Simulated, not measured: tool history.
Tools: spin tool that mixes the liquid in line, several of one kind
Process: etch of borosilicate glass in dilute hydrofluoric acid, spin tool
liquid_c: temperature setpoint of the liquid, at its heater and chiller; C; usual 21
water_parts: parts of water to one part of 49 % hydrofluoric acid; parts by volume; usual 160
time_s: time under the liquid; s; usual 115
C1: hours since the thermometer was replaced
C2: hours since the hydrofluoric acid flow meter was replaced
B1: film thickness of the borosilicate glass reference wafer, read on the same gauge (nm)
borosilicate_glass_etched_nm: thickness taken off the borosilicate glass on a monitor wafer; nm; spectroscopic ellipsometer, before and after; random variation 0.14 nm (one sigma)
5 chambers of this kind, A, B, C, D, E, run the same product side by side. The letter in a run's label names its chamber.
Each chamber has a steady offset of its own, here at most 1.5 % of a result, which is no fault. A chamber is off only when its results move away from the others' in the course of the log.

{"run": "1E", "hour": 8.1, "liquid_c": 21, "water_parts": 160, "time_s": 115, "C1": 1239.6, "C2": 638.4, "B1": 29.968, "borosilicate_glass_etched_nm": 18.729}
{"hour": 10.1, "done": "chamber E: hydrofluoric acid flow meter replaced"}
{"run": "2A", "hour": 15.0, "liquid_c": 21, "water_parts": 160, "time_s": 115, "C1": 1164.1, "C2": 690.2, "B1": 30.012, "borosilicate_glass_etched_nm": 18.601}
{"run": "3D", "hour": 22.3, "liquid_c": 21, "water_parts": 160, "time_s": 115, "C1": 331.3, "C2": 402.8, "B1": 29.985, "borosilicate_glass_etched_nm": 18.377}
{"run": "4C", "hour": 30.1, "liquid_c": 21, "water_parts": 160, "time_s": 115, "C1": 453.5, "C2": 1288.7, "B1": 29.991, "borosilicate_glass_etched_nm": 18.829}
{"run": "5B", "hour": 38.4, "liquid_c": 21, "water_parts": 160, "time_s": 115, "C1": 359.4, "C2": 64.7, "B1": 29.953, "borosilicate_glass_etched_nm": 18.329}
{"run": "6D", "hour": 43.8, "liquid_c": 21, "water_parts": 160, "time_s": 115, "C1": 352.8, "C2": 424.3, "B1": 30.029, "borosilicate_glass_etched_nm": 18.866}
{"run": "7E", "hour": 51.1, "liquid_c": 21, "water_parts": 160, "time_s": 115, "C1": 1282.6, "C2": 41.0, "B1": 30.027, "borosilicate_glass_etched_nm": 18.7}
{"run": "8C", "hour": 58.6, "liquid_c": 21, "water_parts": 160, "time_s": 115, "C1": 482.0, "C2": 1317.2, "B1": 29.997, "borosilicate_glass_etched_nm": 18.641}
{"run": "9B", "hour": 62.7, "liquid_c": 21, "water_parts": 160, "time_s": 115, "C1": 383.7, "C2": 89.0, "B1": 30.005, "borosilicate_glass_etched_nm": 18.739}
{"run": "10A", "hour": 67.2, "liquid_c": 21, "water_parts": 160, "time_s": 115, "C1": 1216.3, "C2": 742.4, "B1": 30.011, "borosilicate_glass_etched_nm": 18.729}
{"run": "11B", "hour": 71.2, "liquid_c": 21, "water_parts": 160, "time_s": 115, "C1": 392.2, "C2": 97.5, "B1": 30.013, "borosilicate_glass_etched_nm": 18.415}
{"run": "12D", "hour": 75.0, "liquid_c": 21, "water_parts": 160, "time_s": 115, "C1": 384.0, "C2": 455.5, "B1": 30.044, "borosilicate_glass_etched_nm": 18.836}
{"run": "13A", "hour": 83.6, "liquid_c": 21, "water_parts": 160, "time_s": 115, "C1": 1232.7, "C2": 758.8, "B1": 29.965, "borosilicate_glass_etched_nm": 18.756}
{"run": "14C", "hour": 91.2, "liquid_c": 21, "water_parts": 160, "time_s": 115, "C1": 514.6, "C2": 1349.8, "B1": 29.965, "borosilicate_glass_etched_nm": 18.952}
{"run": "15E", "hour": 98.2, "liquid_c": 21, "water_parts": 160, "time_s": 115, "C1": 1329.7, "C2": 88.1, "B1": 29.97, "borosilicate_glass_etched_nm": 18.54}
{"run": "16B", "hour": 104.3, "liquid_c": 21, "water_parts": 160, "time_s": 115, "C1": 425.3, "C2": 130.6, "B1": 30.005, "borosilicate_glass_etched_nm": 18.503}
{"run": "17D", "hour": 109.8, "liquid_c": 21, "water_parts": 160, "time_s": 115, "C1": 418.8, "C2": 490.3, "B1": 29.942, "borosilicate_glass_etched_nm": 18.727}
{"run": "18E", "hour": 115.0, "liquid_c": 21, "water_parts": 160, "time_s": 115, "C1": 1346.5, "C2": 104.9, "B1": 30.005, "borosilicate_glass_etched_nm": 18.847}
{"run": "19C", "hour": 121.9, "liquid_c": 21, "water_parts": 160, "time_s": 115, "C1": 545.3, "C2": 1380.5, "B1": 30.015, "borosilicate_glass_etched_nm": 18.822}
{"run": "20A", "hour": 130.0, "liquid_c": 21, "water_parts": 160, "time_s": 115, "C1": 1279.1, "C2": 805.2, "B1": 29.985, "borosilicate_glass_etched_nm": 18.636}
{"run": "21D", "hour": 135.5, "liquid_c": 21, "water_parts": 160, "time_s": 115, "C1": 444.5, "C2": 516.0, "B1": 30.03, "borosilicate_glass_etched_nm": 18.56}
{"run": "22C", "hour": 142.1, "liquid_c": 21, "water_parts": 160, "time_s": 115, "C1": 565.5, "C2": 1400.7, "B1": 30.043, "borosilicate_glass_etched_nm": 18.678}
{"run": "23A", "hour": 150.2, "liquid_c": 21, "water_parts": 160, "time_s": 115, "C1": 1299.3, "C2": 825.4, "B1": 29.955, "borosilicate_glass_etched_nm": 18.512}
{"run": "24E", "hour": 157.3, "liquid_c": 21, "water_parts": 160, "time_s": 115, "C1": 1388.8, "C2": 147.2, "B1": 29.968, "borosilicate_glass_etched_nm": 19.2}
{"run": "25B", "hour": 162.2, "liquid_c": 21, "water_parts": 160, "time_s": 115, "C1": 483.2, "C2": 188.5, "B1": 30.023, "borosilicate_glass_etched_nm": 18.377}
{"run": "26A", "hour": 168.5, "liquid_c": 21, "water_parts": 160, "time_s": 115, "C1": 1317.6, "C2": 843.7, "B1": 29.994, "borosilicate_glass_etched_nm": 18.718}
{"hour": 171.1, "done": "chamber D: hydrofluoric acid flow meter replaced"}
{"run": "27B", "hour": 174.0, "liquid_c": 21, "water_parts": 160, "time_s": 115, "C1": 495.0, "C2": 200.3, "B1": 30.014, "borosilicate_glass_etched_nm": 18.468}
{"run": "28C", "hour": 179.2, "liquid_c": 21, "water_parts": 160, "time_s": 115, "C1": 602.6, "C2": 1437.8, "B1": 30.012, "borosilicate_glass_etched_nm": 18.534}
{"run": "29E", "hour": 184.7, "liquid_c": 21, "water_parts": 160, "time_s": 115, "C1": 1416.2, "C2": 174.6, "B1": 30.011, "borosilicate_glass_etched_nm": 19.134}
{"hour": 189.3, "done": "chamber A: hydrofluoric acid flow meter replaced"}
{"run": "30D", "hour": 190.9, "liquid_c": 21, "water_parts": 160, "time_s": 115, "C1": 499.9, "C2": 19.9, "B1": 30.058, "borosilicate_glass_etched_nm": 18.818}
{"run": "31E", "hour": 195.8, "liquid_c": 21, "water_parts": 160, "time_s": 115, "C1": 1427.3, "C2": 185.7, "B1": 29.966, "borosilicate_glass_etched_nm": 19.225}
{"run": "32C", "hour": 201.7, "liquid_c": 21, "water_parts": 215, "time_s": 115, "C1": 625.1, "C2": 1460.3, "B1": 29.978, "borosilicate_glass_etched_nm": 13.086}
{"run": "33A", "hour": 206.4, "liquid_c": 21, "water_parts": 215, "time_s": 115, "C1": 1355.5, "C2": 17.1, "B1": 29.986, "borosilicate_glass_etched_nm": 13.278}
{"run": "34D", "hour": 212.4, "liquid_c": 21, "water_parts": 215, "time_s": 115, "C1": 521.4, "C2": 41.4, "B1": 30.026, "borosilicate_glass_etched_nm": 13.028}
{"run": "35B", "hour": 219.1, "liquid_c": 21, "water_parts": 215, "time_s": 115, "C1": 540.1, "C2": 245.4, "B1": 29.996, "borosilicate_glass_etched_nm": 12.977}
{"run": "36A", "hour": 227.3, "liquid_c": 21, "water_parts": 215, "time_s": 115, "C1": 1376.4, "C2": 38.0, "B1": 30.025, "borosilicate_glass_etched_nm": 13.185}
{"run": "37C", "hour": 234.6, "liquid_c": 21, "water_parts": 160, "time_s": 115, "C1": 658.0, "C2": 1493.2, "B1": 29.988, "borosilicate_glass_etched_nm": 18.717}
{"run": "38E", "hour": 240.6, "liquid_c": 21, "water_parts": 200, "time_s": 115, "C1": 1472.1, "C2": 230.5, "B1": 30.04, "borosilicate_glass_etched_nm": 14.863}
{"run": "39B", "hour": 245.5, "liquid_c": 21, "water_parts": 200, "time_s": 115, "C1": 566.5, "C2": 271.8, "B1": 30.032, "borosilicate_glass_etched_nm": 14.382}
{"run": "40D", "hour": 253.9, "liquid_c": 21, "water_parts": 200, "time_s": 115, "C1": 562.9, "C2": 82.9, "B1": 29.978, "borosilicate_glass_etched_nm": 14.196}
{"run": "41E", "hour": 259.4, "liquid_c": 21, "water_parts": 200, "time_s": 115, "C1": 1490.9, "C2": 249.3, "B1": 29.951, "borosilicate_glass_etched_nm": 14.929}
{"run": "42C", "hour": 268.0, "liquid_c": 21, "water_parts": 200, "time_s": 115, "C1": 691.4, "C2": 1526.6, "B1": 30.008, "borosilicate_glass_etched_nm": 14.669}
{"run": "43A", "hour": 275.0, "liquid_c": 21, "water_parts": 160, "time_s": 115, "C1": 1424.1, "C2": 85.7, "B1": 29.999, "borosilicate_glass_etched_nm": 18.875}

What goes on in this fleet: one chamber off, a drifting gauge, or nothing beyond the chambers' own small offsets? Name the chamber and the cause, if any.

Chamber E drifts away from the others.
Cause: liquid hotter than its thermometer reads (K) = 1.25.
The log may not tell that from: hydrofluoric acid flow above the setpoint (%).

Here are 4 candidates for chamber E's next run, each the usual settings with a change, their results left as question marks. Which one brings its results back in line with what the others give on the usual settings?
In line means no further than this from the other chambers' mean on the usual settings: borosilicate_glass_etched_nm 0.480 nm
{"run": "44E-1", "hour": 281.3, "liquid_c": 21.0, "water_parts": 160, "time_s": 110, "borosilicate_glass_etched_nm": "?"}
{"run": "44E-2", "hour": 281.3, "liquid_c": 21.0, "water_parts": 155, "time_s": 115, "borosilicate_glass_etched_nm": "?"}
{"run": "44E-3", "hour": 281.3, "liquid_c": 18.5, "water_parts": 160, "time_s": 115, "borosilicate_glass_etched_nm": "?"}
{"run": "44E-4", "hour": 281.3, "liquid_c": 21.0, "water_parts": 160, "time_s": 125, "borosilicate_glass_etched_nm": "?"}

The other chambers' mean on the usual settings: borosilicate_glass_etched_nm 18.667 nm
run=44E-1 borosilicate_glass_etched_nm=18.678
run=44E-2 borosilicate_glass_etched_nm=20.266
run=44E-3 borosilicate_glass_etched_nm=17.707
run=44E-4 borosilicate_glass_etched_nm=21.225
44E-1 brings the chamber back in line.
